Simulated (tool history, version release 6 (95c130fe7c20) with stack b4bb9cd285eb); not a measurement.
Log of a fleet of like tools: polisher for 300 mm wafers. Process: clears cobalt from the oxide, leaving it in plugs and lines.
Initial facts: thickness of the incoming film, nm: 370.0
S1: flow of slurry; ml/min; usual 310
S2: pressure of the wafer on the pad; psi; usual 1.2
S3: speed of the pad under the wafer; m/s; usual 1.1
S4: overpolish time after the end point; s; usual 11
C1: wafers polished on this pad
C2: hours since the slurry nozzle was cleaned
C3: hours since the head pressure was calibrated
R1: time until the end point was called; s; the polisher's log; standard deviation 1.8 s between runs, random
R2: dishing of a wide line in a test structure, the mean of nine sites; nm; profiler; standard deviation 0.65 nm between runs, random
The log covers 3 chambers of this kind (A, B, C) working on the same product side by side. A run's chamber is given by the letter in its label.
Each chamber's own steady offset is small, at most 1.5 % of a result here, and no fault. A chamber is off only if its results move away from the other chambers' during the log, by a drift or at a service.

run 1B day=0.596 | S1=310 S2=1.2 S3=1.1 S4=11 | C1=617 C2=38.4 C3=82.1 | R1=102.31 R2=29.261
run 2C day=0.883 | S1=310 S2=1.2 S3=1.1 S4=11 | C1=349 C2=520 C3=258.8 | R1=103.82 R2=30.199
run 3A day=1.35 | S1=310 S2=1.2 S3=1.1 S4=11 | C1=823 C2=107.7 C3=375.6 | R1=100.21 R2=29.323
run 4C day=1.962 | S1=310 S2=1.2 S3=1.1 S4=11 | C1=578 C2=545.9 C3=284.7 | R1=101.31 R2=29.755
-- day=2.4 chamber C: worn pad replaced by a new one
run 5B day=2.538 | S1=310 S2=1.2 S3=1.1 S4=11 | C1=1029 C2=85 C3=128.7 | R1=99.943 R2=30.057
run 6A day=2.9 | S1=310 S2=1.2 S3=1.1 S4=11 | C1=1152 C2=144.9 C3=412.8 | R1=99.986 R2=29.483
-- day=2.908 chamber A: worn pad replaced by a new one
-- day=3.258 chamber C: slurry nozzle cleaned
run 7A day=3.412 | S1=250 S2=1.2 S3=1.1 S4=6 | C1=107 C2=157.2 C3=425.1 | R1=103.27 R2=17.026
run 8C day=3.867 | S1=250 S2=1.2 S3=1.1 S4=6 | C1=312 C2=14.6 C3=330.4 | R1=105.57 R2=18.151
-- day=4.021 chamber B: worn pad replaced by a new one
run 9B day=4.408 | S1=250 S2=1.2 S3=1.1 S4=6 | C1=82 C2=129.9 C3=173.6 | R1=102.66 R2=17.566
run 10A day=5.025 | S1=310 S2=1.4 S3=1.1 S4=17 | C1=450 C2=195.9 C3=463.8 | R1=88.058 R2=43.588
run 11B day=5.371 | S1=310 S2=1.4 S3=1.1 S4=17 | C1=286 C2=153 C3=196.7 | R1=88.033 R2=43.826
run 12C day=5.921 | S1=310 S2=1.4 S3=1.1 S4=17 | C1=748 C2=63.9 C3=379.7 | R1=89.264 R2=43.621
-- day=6.183 chamber C: worn pad replaced by a new one
run 13B day=6.467 | S1=310 S2=1.2 S3=1.1 S4=11 | C1=519 C2=179.3 C3=223 | R1=99.404 R2=28.669
run 14C day=6.929 | S1=310 S2=1.2 S3=1.1 S4=11 | C1=159 C2=88.1 C3=403.9 | R1=102.13 R2=29.328
run 15A day=7.221 | S1=310 S2=1.2 S3=1.1 S4=11 | C1=916 C2=248.6 C3=516.5 | R1=103.5 R2=29.094
run 16B day=7.775 | S1=310 S2=1.2 S3=1.1 S4=11 | C1=797 C2=210.7 C3=254.4 | R1=98.682 R2=29.229
run 17C day=8.071 | S1=310 S2=1.2 S3=1.1 S4=11 | C1=401 C2=115.5 C3=431.3 | R1=101.69 R2=29.223
run 18A day=8.412 | S1=205 S2=1.2 S3=1.1 S4=4 | C1=1169 C2=277.2 C3=545.1 | R1=107.18 R2=12.835
run 19A day=8.788 | S1=205 S2=1.2 S3=1.1 S4=4 | C1=1249 C2=286.2 C3=554.1 | R1=109.82 R2=12.552
-- day=8.988 chamber A: worn pad replaced by a new one
run 20B day=9.271 | S1=205 S2=1.2 S3=1.1 S4=4 | C1=1115 C2=246.6 C3=290.3 | R1=104.65 R2=12.394
-- day=9.371 chamber C: worn pad replaced by a new one
run 21C day=9.554 | S1=310 S2=1.2 S3=1.1 S4=11 | C1=38 C2=151.1 C3=466.9 | R1=102.26 R2=29.136
run 22A day=9.854 | S1=310 S2=1.2 S3=1.1 S4=11 | C1=184 C2=311.8 C3=579.7 | R1=103.88 R2=30.107
-- day=10.042 chamber B: worn pad replaced by a new one
run 23B day=10.15 | S1=310 S2=1.2 S3=1.1 S4=11 | C1=23 C2=267.7 C3=311.4 | R1=101.9 R2=29.168
run 24C day=10.542 | S1=310 S2=1.2 S3=1.1 S4=11 | C1=248 C2=174.8 C3=490.6 | R1=101.97 R2=28.03
run 25C day=10.842 | S1=310 S2=1.2 S3=1.1 S4=11 | C1=312 C2=182 C3=497.8 | R1=102.59 R2=29.081
-- day=11.104 chamber B: slurry nozzle cleaned
run 26A day=11.429 | S1=310 S2=1.2 S3=1.1 S4=11 | C1=519 C2=349.6 C3=617.5 | R1=100.85 R2=29.558
run 27B day=11.796 | S1=310 S2=1.2 S3=1.1 S4=11 | C1=373 C2=16.7 C3=350.9 | R1=99.544 R2=29.168
run 28B day=12.154 | S1=310 S2=1.2 S3=1.1 S4=11 | C1=449 C2=25.3 C3=359.5 | R1=102.24 R2=30.983
run 29C day=12.7 | S1=310 S2=1.2 S3=1.1 S4=11 | C1=707 C2=226.6 C3=542.4 | R1=103.65 R2=30.483
-- day=12.879 chamber C: worn pad replaced by a new one
run 30A day=13.142 | S1=310 S2=1.2 S3=1.1 S4=11 | C1=882 C2=390.7 C3=658.6 | R1=100.89 R2=29.288
run 31C day=13.517 | S1=310 S2=1.2 S3=1.1 S4=11 | C1=135 C2=246.2 C3=562 | R1=104.63 R2=29.718
run 32A day=13.862 | S1=310 S2=1.2 S3=1.1 S4=11 | C1=1035 C2=408 C3=675.9 | R1=102.98 R2=29.15
run 33B day=14.296 | S1=310 S2=1.2 S3=1.1 S4=11 | C1=904 C2=76.7 C3=410.9 | R1=101.68 R2=30.093
run 34A day=14.888 | S1=310 S2=1.2 S3=1.1 S4=11 | C1=1253 C2=432.6 C3=700.5 | R1=103.11 R2=29.949
run 35C day=15.412 | S1=310 S2=1.2 S3=1.1 S4=11 | C1=538 C2=291.7 C3=607.5 | R1=104.05 R2=29.448
run 36B day=15.883 | S1=310 S2=1.2 S3=1.1 S4=11 | C1=1241 C2=114.8 C3=449 | R1=99.173 R2=28.661
-- day=15.954 chamber A: worn pad replaced by a new one
-- day=16.104 chamber B: worn pad replaced by a new one
run 37B day=16.296 | S1=310 S2=1.2 S3=1.1 S4=11 | C1=41 C2=124.7 C3=458.9 | R1=102.45 R2=30.43
-- day=16.538 chamber C: worn pad replaced by a new one
run 38A day=16.875 | S1=310 S2=1.2 S3=1.1 S4=11 | C1=196 C2=480.3 C3=748.2 | R1=103.55 R2=30.196
run 39C day=17.346 | S1=385 S2=1.2 S3=1.1 S4=11 | C1=172 C2=338.1 C3=653.9 | R1=99.946 R2=29.875
run 40B day=17.879 | S1=385 S2=1.2 S3=1.1 S4=11 | C1=377 C2=162.7 C3=496.9 | R1=99.518 R2=29.39
run 41C day=18.258 | S1=385 S2=1.2 S3=1.1 S4=11 | C1=365 C2=360 C3=675.8 | R1=100.52 R2=29.827

One chamber off, gauge drift, or nothing amiss beyond the chambers' own small offsets? If it is a chamber, which one, and what is the likeliest cause?

All chambers stay in line apart from their small fixed offsets, and the gauge does not drift.

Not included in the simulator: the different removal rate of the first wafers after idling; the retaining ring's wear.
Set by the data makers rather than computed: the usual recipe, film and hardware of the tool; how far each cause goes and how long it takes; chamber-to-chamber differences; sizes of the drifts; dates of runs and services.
